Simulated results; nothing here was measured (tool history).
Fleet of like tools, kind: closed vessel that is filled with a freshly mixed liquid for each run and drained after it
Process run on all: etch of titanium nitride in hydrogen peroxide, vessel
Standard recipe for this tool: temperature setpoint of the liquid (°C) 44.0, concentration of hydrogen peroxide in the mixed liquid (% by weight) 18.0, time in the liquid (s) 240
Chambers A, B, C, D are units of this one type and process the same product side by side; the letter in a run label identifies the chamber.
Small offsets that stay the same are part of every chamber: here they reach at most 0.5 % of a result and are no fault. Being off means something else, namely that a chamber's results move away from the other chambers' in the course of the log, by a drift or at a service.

| run | hour | temperature setpoint of the liquid (°C) | concentration of hydrogen peroxide in the mixed liquid (% by weight) | time in the liquid (s) | read-back film thickness of the titanium nitride reference wafer, read on the same gauge (nm) | thickness taken off the titanium nitride on a monitor wafer (angstrom) |
|---|---|---|---|---|---|---|
| 1C | 5.0 | 44.0 | 18.0 | 240 | 149.99 | 63.434 |
| 2A | 12.8 | 44.0 | 18.0 | 240 | 149.99 | 62.984 |
| 3B | 17.4 | 44.0 | 18.0 | 240 | 150.02 | 63.914 |
| 4D | 25.3 | 44.0 | 18.0 | 240 | 149.99 | 63.869 |
| 5C | 31.9 | 44.0 | 18.0 | 240 | 150.01 | 63.377 |
| 6D | 38.7 | 44.0 | 18.0 | 240 | 150.00 | 63.265 |
| 7A | 43.7 | 44.0 | 18.0 | 110 | 149.98 | 29.081 |
| 8B | 49.6 | 44.0 | 18.0 | 110 | 150.00 | 28.807 |
| 9C | 55.8 | 44.0 | 18.0 | 110 | 150.01 | 28.941 |
| 10B | 60.4 | 44.0 | 18.0 | 110 | 149.99 | 29.410 |
| 11A | 67.3 | 48.5 | 15.5 | 240 | 150.00 | 86.743 |
| 12D | 73.1 | 48.5 | 15.5 | 240 | 150.01 | 85.621 |
| 13B | 78.7 | 48.5 | 15.5 | 240 | 149.97 | 86.448 |
| 14D | 84.5 | 48.5 | 15.5 | 240 | 150.00 | 85.846 |
| 15C | 91.7 | 44.0 | 18.0 | 240 | 150.00 | 63.094 |
| 16A | 97.3 | 53.0 | 20.5 | 240 | 150.00 | 126.040 |
| 17D | 104.6 | 53.0 | 20.5 | 240 | 150.00 | 126.990 |
| 18B | 112.9 | 53.0 | 20.5 | 240 | 150.01 | 127.320 |
| 19C | 120.6 | 53.0 | 20.5 | 240 | 150.00 | 126.010 |
| 20A | 126.1 | 41.0 | 18.0 | 335 | 150.00 | 70.647 |
| 21B | 132.0 | 41.0 | 18.0 | 335 | 150.00 | 70.453 |
| 22A | 139.7 | 41.0 | 18.0 | 335 | 149.97 | 70.132 |
| 23D | 147.0 | 41.0 | 18.0 | 335 | 150.00 | 70.935 |
| 24C | 155.3 | 44.0 | 18.0 | 240 | 150.02 | 61.731 |
| 25C | 160.5 | 44.0 | 18.0 | 130 | 150.01 | 33.287 |
| 26A | 167.0 | 44.0 | 18.0 | 130 | 149.98 | 34.360 |
|  | 168.1 | chamber B: thermometer replaced |
| 27B | 173.6 | 44.0 | 18.0 | 130 | 150.01 | 34.319 |
| 28D | 180.7 | 44.0 | 18.0 | 130 | 149.99 | 34.140 |
| 29A | 188.2 | 44.0 | 18.0 | 240 | 149.99 | 63.428 |
| 30C | 193.1 | 44.0 | 18.0 | 240 | 150.01 | 61.651 |
| 31B | 198.1 | 44.0 | 18.0 | 240 | 150.00 | 63.826 |
| 32D | 203.6 | 44.0 | 18.0 | 240 | 149.97 | 62.598 |
| 33B | 207.8 | 44.0 | 18.0 | 375 | 150.02 | 99.286 |
|  | 208.8 | chamber B: peroxide flow meter replaced |
| 34C | 215.9 | 44.0 | 18.0 | 375 | 150.00 | 95.034 |
| 35D | 224.1 | 44.0 | 18.0 | 375 | 149.98 | 97.923 |
| 36A | 229.4 | 44.0 | 18.0 | 375 | 150.01 | 99.487 |
| 37B | 236.2 | 44.0 | 18.0 | 240 | 149.99 | 63.513 |
| 38A | 241.9 | 44.0 | 18.0 | 240 | 150.01 | 62.928 |
| 39D | 249.2 | 51.5 | 18.0 | 365 | 150.01 | 168.600 |

All 4 chambers run these settings next. Forecast each chamber's results:
| 40A | 255.4 | 44.0 | 18.0 | 140 |  | ? |
| 40B | 255.4 | 44.0 | 18.0 | 140 |  | ? |
| 40C | 255.4 | 44.0 | 18.0 | 140 |  | ? |
| 40D | 255.4 | 44.0 | 18.0 | 140 |  | ? |

| run | thickness taken off the titanium nitride on a monitor wafer (angstrom) |
|---|---|
| 40A | 36.785 |
| 40B | 37.043 |
| 40C | 35.235 |
| 40D | 37.199 |
